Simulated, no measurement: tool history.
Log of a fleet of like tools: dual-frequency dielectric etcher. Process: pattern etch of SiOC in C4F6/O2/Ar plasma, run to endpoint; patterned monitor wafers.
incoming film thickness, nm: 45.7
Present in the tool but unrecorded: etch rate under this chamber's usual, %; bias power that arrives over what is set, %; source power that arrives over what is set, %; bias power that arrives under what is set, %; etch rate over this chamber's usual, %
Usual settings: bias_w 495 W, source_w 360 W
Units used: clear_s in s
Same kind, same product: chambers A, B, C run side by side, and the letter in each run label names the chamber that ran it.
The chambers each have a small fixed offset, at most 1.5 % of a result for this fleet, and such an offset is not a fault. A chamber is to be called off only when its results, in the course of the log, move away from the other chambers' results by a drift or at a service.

run,hour,bias_w,source_w,hours since the last wet clean,hours since the last bias power generator calibration,hours since the last source power generator calibration,clear_s
1A,11.6,495,360,151.8,2938.8,321.2,16.044
# hour 15.4: chamber A: bias power generator calibrated
2C,17.6,495,360,336.3,3900.9,5083.4,16.039
3B,28.1,495,360,347.2,3380.0,1629.4,16.103
4A,34.5,495,360,174.7,19.1,344.1,15.832
5B,41.0,495,360,360.1,3392.9,1642.3,15.937
6C,46.6,495,360,365.3,3929.9,5112.4,15.859
7B,53.5,495,360,372.6,3405.4,1654.8,15.802
8C,64.6,495,410,383.3,3947.9,5130.4,15.219
9A,71.4,495,410,211.6,56.0,381.0,15.163
10B,79.1,495,410,398.2,3431.0,1680.4,15.157
11C,86.4,425,360,405.1,3969.7,5152.2,17.148
12A,95.2,425,360,235.4,79.8,404.8,16.822
13C,100.9,425,360,419.6,3984.2,5166.7,16.986
14B,106.0,495,360,425.1,3457.9,1707.3,16.025
15A,115.3,495,360,255.5,99.9,424.9,16.133
16C,123.2,495,360,441.9,4006.5,5189.0,16.378
17A,131.2,495,360,271.4,115.8,440.8,16.166
18B,136.4,495,360,455.5,3488.3,1737.7,16.142
# hour 137.0: chamber C: wet clean of the chamber
19C,144.3,495,360,7.4,4027.6,5210.1,16.035
20B,152.5,495,360,471.6,3504.4,1753.8,16.204
21A,158.2,581,360,298.4,142.8,467.8,15.067
22A,163.5,581,360,303.7,148.1,473.1,15.001
23B,168.9,581,360,488.0,3520.8,1770.2,15.362
24C,178.3,495,430,41.4,4061.6,5244.1,15.265
25A,186.1,495,430,326.3,170.7,495.7,15.051
26C,196.6,495,430,59.7,4079.9,5262.4,14.924
27B,202.2,495,360,521.3,3554.1,1803.5,16.664
28A,207.7,495,360,347.9,192.3,517.3,16.269
29C,213.9,576,430,77.0,4097.2,5279.7,14.334
# hour 220.2: chamber C: bias power generator calibrated
30B,223.9,576,430,543.0,3575.8,1825.2,14.662
31C,230.6,576,430,93.7,10.4,5296.4,14.389
32B,237.4,495,360,556.5,3589.3,1838.7,16.759
33A,243.8,495,360,384.0,228.4,553.4,16.056

Has any chamber moved away from the others, gradually or after a service, or does the common gauge drift, or do the chambers differ only by their own small steady offsets? State the chamber and the most likely cause if one applies.

Chamber B drifts away from the others.
What lies behind it: etch rate under this chamber's usual, % = 5.42.

Here are 4 candidates for chamber B's next run, each the usual settings with a change, their results left as question marks. Which one brings its results back in line with what the others give on the usual settings?
Counts as in line when no further than this from what the other chambers average on the usual settings: clear_s 0.500 s
34B-1,252.1,628,360,,,,?
34B-2,252.1,555,360,,,,?
34B-3,252.1,381,360,,,,?
34B-4,252.1,495,320,,,,?

Average result of the remaining chambers running the usual settings: clear_s 16.134 s
run,clear_s
34B-1,15.425
34B-2,16.179
34B-3,18.621
34B-4,17.661
The right change is 34B-2: it brings the chamber back within the allowed miss of the others.
